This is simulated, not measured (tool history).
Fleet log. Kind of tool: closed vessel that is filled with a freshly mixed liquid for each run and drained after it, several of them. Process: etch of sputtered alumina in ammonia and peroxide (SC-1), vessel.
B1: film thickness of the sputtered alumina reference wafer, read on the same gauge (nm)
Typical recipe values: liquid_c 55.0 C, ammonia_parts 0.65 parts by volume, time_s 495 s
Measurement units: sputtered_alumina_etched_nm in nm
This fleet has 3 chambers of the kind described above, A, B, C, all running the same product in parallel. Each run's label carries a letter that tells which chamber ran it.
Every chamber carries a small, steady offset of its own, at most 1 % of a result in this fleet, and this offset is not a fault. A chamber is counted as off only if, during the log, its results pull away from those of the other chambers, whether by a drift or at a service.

run 1A hour=2.2 | liquid_c=55.0 ammonia_parts=0.65 time_s=495 | B1=39.994 | sputtered_alumina_etched_nm=23.574
run 2C hour=4.6 | liquid_c=55.0 ammonia_parts=0.65 time_s=495 | B1=40.036 | sputtered_alumina_etched_nm=24.184
run 3B hour=6.8 | liquid_c=55.0 ammonia_parts=0.65 time_s=495 | B1=40.012 | sputtered_alumina_etched_nm=24.305
run 4B hour=8.9 | liquid_c=55.0 ammonia_parts=0.65 time_s=495 | B1=40.008 | sputtered_alumina_etched_nm=24.040
run 5C hour=11.7 | liquid_c=55.0 ammonia_parts=0.65 time_s=495 | B1=40.019 | sputtered_alumina_etched_nm=24.348
run 6A hour=15.2 | liquid_c=55.0 ammonia_parts=0.65 time_s=495 | B1=39.963 | sputtered_alumina_etched_nm=23.513
run 7B hour=18.0 | liquid_c=55.0 ammonia_parts=0.65 time_s=285 | B1=40.036 | sputtered_alumina_etched_nm=13.844
run 8A hour=21.3 | liquid_c=55.0 ammonia_parts=0.65 time_s=285 | B1=39.989 | sputtered_alumina_etched_nm=13.696
run 9C hour=25.2 | liquid_c=55.0 ammonia_parts=0.65 time_s=285 | B1=39.981 | sputtered_alumina_etched_nm=13.713
run 10C hour=27.2 | liquid_c=55.0 ammonia_parts=0.65 time_s=495 | B1=40.020 | sputtered_alumina_etched_nm=24.203
run 11A hour=31.5 | liquid_c=48.5 ammonia_parts=0.90 time_s=495 | B1=40.002 | sputtered_alumina_etched_nm=17.427
run 12B hour=34.6 | liquid_c=48.5 ammonia_parts=0.90 time_s=495 | B1=39.978 | sputtered_alumina_etched_nm=17.338
run 13A hour=36.7 | liquid_c=48.5 ammonia_parts=0.90 time_s=495 | B1=39.996 | sputtered_alumina_etched_nm=17.070
run 14C hour=39.2 | liquid_c=55.0 ammonia_parts=0.65 time_s=495 | B1=40.033 | sputtered_alumina_etched_nm=24.266
run 15B hour=41.7 | liquid_c=55.0 ammonia_parts=0.65 time_s=495 | B1=40.017 | sputtered_alumina_etched_nm=24.048
run 16A hour=44.9 | liquid_c=55.0 ammonia_parts=0.65 time_s=495 | B1=39.992 | sputtered_alumina_etched_nm=23.873
run 17C hour=48.3 | liquid_c=55.0 ammonia_parts=0.65 time_s=495 | B1=39.998 | sputtered_alumina_etched_nm=24.233
run 18B hour=52.2 | liquid_c=55.0 ammonia_parts=0.65 time_s=495 | B1=40.046 | sputtered_alumina_etched_nm=24.116
-- hour=53.7 chamber B: ammonia flow meter replaced
run 19A hour=55.3 | liquid_c=55.0 ammonia_parts=0.65 time_s=495 | B1=39.965 | sputtered_alumina_etched_nm=23.792
run 20B hour=58.2 | liquid_c=55.0 ammonia_parts=0.65 time_s=495 | B1=39.998 | sputtered_alumina_etched_nm=23.939
run 21C hour=60.3 | liquid_c=55.0 ammonia_parts=0.95 time_s=495 | B1=39.999 | sputtered_alumina_etched_nm=25.859
run 22B hour=63.2 | liquid_c=55.0 ammonia_parts=0.95 time_s=495 | B1=39.967 | sputtered_alumina_etched_nm=24.461
run 23A hour=66.2 | liquid_c=55.0 ammonia_parts=0.95 time_s=495 | B1=39.967 | sputtered_alumina_etched_nm=24.708
run 24C hour=68.8 | liquid_c=55.0 ammonia_parts=0.65 time_s=495 | B1=39.973 | sputtered_alumina_etched_nm=24.667
run 25C hour=71.3 | liquid_c=55.0 ammonia_parts=0.65 time_s=495 | B1=40.005 | sputtered_alumina_etched_nm=24.716
run 26B hour=73.9 | liquid_c=55.0 ammonia_parts=0.65 time_s=495 | B1=39.981 | sputtered_alumina_etched_nm=23.603
run 27A hour=77.5 | liquid_c=55.0 ammonia_parts=0.50 time_s=495 | B1=39.999 | sputtered_alumina_etched_nm=23.200
run 28A hour=81.6 | liquid_c=55.0 ammonia_parts=0.50 time_s=495 | B1=40.002 | sputtered_alumina_etched_nm=23.117
run 29B hour=84.5 | liquid_c=55.0 ammonia_parts=0.50 time_s=495 | B1=40.007 | sputtered_alumina_etched_nm=23.203
-- hour=85.2 chamber B: new drum of ammonia solution connected
run 30C hour=86.9 | liquid_c=55.0 ammonia_parts=0.65 time_s=705 | B1=40.009 | sputtered_alumina_etched_nm=35.639
run 31A hour=89.4 | liquid_c=55.0 ammonia_parts=0.65 time_s=705 | B1=40.011 | sputtered_alumina_etched_nm=33.831
run 32B hour=93.3 | liquid_c=55.0 ammonia_parts=0.65 time_s=705 | B1=39.991 | sputtered_alumina_etched_nm=34.473
run 33C hour=95.3 | liquid_c=58.5 ammonia_parts=0.65 time_s=495 | B1=39.987 | sputtered_alumina_etched_nm=30.731
run 34B hour=97.5 | liquid_c=58.5 ammonia_parts=0.65 time_s=495 | B1=39.971 | sputtered_alumina_etched_nm=28.418
run 35C hour=101.2 | liquid_c=58.5 ammonia_parts=0.65 time_s=495 | B1=39.986 | sputtered_alumina_etched_nm=30.015
run 36A hour=103.9 | liquid_c=55.0 ammonia_parts=0.65 time_s=495 | B1=40.002 | sputtered_alumina_etched_nm=23.697
run 37A hour=106.2 | liquid_c=55.0 ammonia_parts=0.65 time_s=495 | B1=40.007 | sputtered_alumina_etched_nm=23.735
run 38C hour=108.2 | liquid_c=55.0 ammonia_parts=0.65 time_s=495 | B1=39.973 | sputtered_alumina_etched_nm=25.014
run 39B hour=110.5 | liquid_c=55.0 ammonia_parts=0.65 time_s=495 | B1=39.985 | sputtered_alumina_etched_nm=23.813
run 40A hour=112.9 | liquid_c=55.0 ammonia_parts=0.65 time_s=495 | B1=39.976 | sputtered_alumina_etched_nm=23.570
run 41C hour=116.9 | liquid_c=55.0 ammonia_parts=0.65 time_s=495 | B1=39.965 | sputtered_alumina_etched_nm=25.591
run 42B hour=119.8 | liquid_c=55.0 ammonia_parts=0.65 time_s=495 | B1=39.973 | sputtered_alumina_etched_nm=23.996
run 43C hour=122.3 | liquid_c=55.0 ammonia_parts=0.65 time_s=495 | B1=39.972 | sputtered_alumina_etched_nm=25.149
run 44B hour=125.6 | liquid_c=55.0 ammonia_parts=0.65 time_s=495 | B1=39.972 | sputtered_alumina_etched_nm=23.838

All 3 chambers run these settings next. Forecast each chamber's results:
run 45A hour=128.7 | liquid_c=55.0 ammonia_parts=0.65 time_s=495 | sputtered_alumina_etched_nm=?
run 45B hour=128.7 | liquid_c=55.0 ammonia_parts=0.65 time_s=495 | sputtered_alumina_etched_nm=?
run 45C hour=128.7 | liquid_c=55.0 ammonia_parts=0.65 time_s=495 | sputtered_alumina_etched_nm=?

run=45A sputtered_alumina_etched_nm=23.697
run=45B sputtered_alumina_etched_nm=23.754
run=45C sputtered_alumina_etched_nm=25.583

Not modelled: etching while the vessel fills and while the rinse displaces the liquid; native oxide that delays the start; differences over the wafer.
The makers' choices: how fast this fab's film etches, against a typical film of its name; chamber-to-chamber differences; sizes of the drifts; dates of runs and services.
